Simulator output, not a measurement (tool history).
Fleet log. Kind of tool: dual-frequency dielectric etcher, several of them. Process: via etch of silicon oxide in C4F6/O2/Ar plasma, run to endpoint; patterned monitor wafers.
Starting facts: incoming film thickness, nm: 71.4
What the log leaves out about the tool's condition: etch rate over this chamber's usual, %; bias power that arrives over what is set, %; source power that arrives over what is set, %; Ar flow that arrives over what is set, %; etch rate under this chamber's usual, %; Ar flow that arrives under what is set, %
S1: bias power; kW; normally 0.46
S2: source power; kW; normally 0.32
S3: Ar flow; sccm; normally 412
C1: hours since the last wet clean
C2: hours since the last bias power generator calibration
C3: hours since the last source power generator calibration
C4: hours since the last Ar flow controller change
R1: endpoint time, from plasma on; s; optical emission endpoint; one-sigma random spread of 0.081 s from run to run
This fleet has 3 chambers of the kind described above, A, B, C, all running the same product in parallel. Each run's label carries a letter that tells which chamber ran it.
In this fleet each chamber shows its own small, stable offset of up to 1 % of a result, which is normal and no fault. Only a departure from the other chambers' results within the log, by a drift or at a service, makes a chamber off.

run	hour	S1	S2	S3	C1	C2	C3	C4	R1
1C	13.2	0.46	0.32	412	458	1753.6	3928.8	109.9	18.121
2B	19.1	0.46	0.32	412	198	3805.4	165.6	1895.8	18.433
3A	31.3	0.46	0.32	412	260.9	286.8	3056.4	627.4	18.114
4C	43.8	0.46	0.32	412	488.6	1784.2	3959.4	140.5	18.143
5B	54.9	0.46	0.32	412	233.8	3841.2	201.4	1931.6	18.472
6A	62.7	0.356	0.35	412	292.3	318.2	3087.8	658.8	19.356
7B	73.8	0.356	0.35	412	252.7	3860.1	220.3	1950.5	19.703
8C	82.8	0.356	0.35	412	527.6	1823.2	3998.4	179.5	19.227
# hour 93.1: chamber C: wet clean of the chamber
9A	94.1	0.38	0.35	412	323.7	349.6	3119.2	690.2	18.931
10C	102.2	0.38	0.35	412	9.1	1842.6	4017.8	198.9	18.756
# hour 113.2: chamber C: source power generator calibrated
11B	115.3	0.38	0.35	412	294.2	3901.6	261.8	1992	19.331
# hour 116.3: chamber A: wet clean of the chamber
12A	125.2	0.46	0.32	412	8.9	380.7	3150.3	721.3	18.17
13A	132.4	0.46	0.32	412	16.1	387.9	3157.5	728.5	18.167
14B	143.4	0.46	0.32	412	322.3	3929.7	289.9	2020.1	18.645
15C	152.7	0.46	0.32	412	59.6	1893.1	39.5	249.4	18.078
16C	158.8	0.46	0.32	412	65.7	1899.2	45.6	255.5	18.14
17A	171.2	0.46	0.32	412	54.9	426.7	3196.3	767.3	18.289
18B	180.1	0.46	0.32	412	359	3966.4	326.6	2056.8	18.756
19A	189	0.46	0.32	412	72.7	444.5	3214.1	785.1	18.109
20B	196.7	0.46	0.32	412	375.6	3983	343.2	2073.4	18.896
21C	203.1	0.46	0.32	412	110	1943.5	89.9	299.8	18.11
22A	210.7	0.46	0.32	412	94.4	466.2	3235.8	806.8	18.047
23B	218.6	0.46	0.32	412	397.5	4004.9	365.1	2095.3	18.853
24C	228.9	0.46	0.32	412	135.8	1969.3	115.7	325.6	18.096
25C	242	0.46	0.32	412	148.9	1982.4	128.8	338.7	18.237
26A	253.1	0.46	0.32	412	136.8	508.6	3278.2	849.2	18.199
27B	262.2	0.46	0.32	412	441.1	4048.5	408.7	2138.9	18.936
# hour 264.1: chamber A: source power generator calibrated
28A	274.4	0.513	0.38	412	158.1	529.9	10.3	870.5	16.299
# hour 281.6: chamber B: bias power generator calibrated
29C	284.1	0.513	0.38	412	191	2024.5	170.9	380.8	16.347
30B	296.4	0.513	0.38	412	475.3	14.8	442.9	2173.1	17.166

All chambers now run identical settings, listed one chamber a line with results as question marks. What results will each chamber show?
31A	306.1	0.46	0.39	412					?
31B	306.1	0.46	0.39	412					?
31C	306.1	0.46	0.39	412					?

run	R1
31A	16.759
31B	17.867
31C	16.785
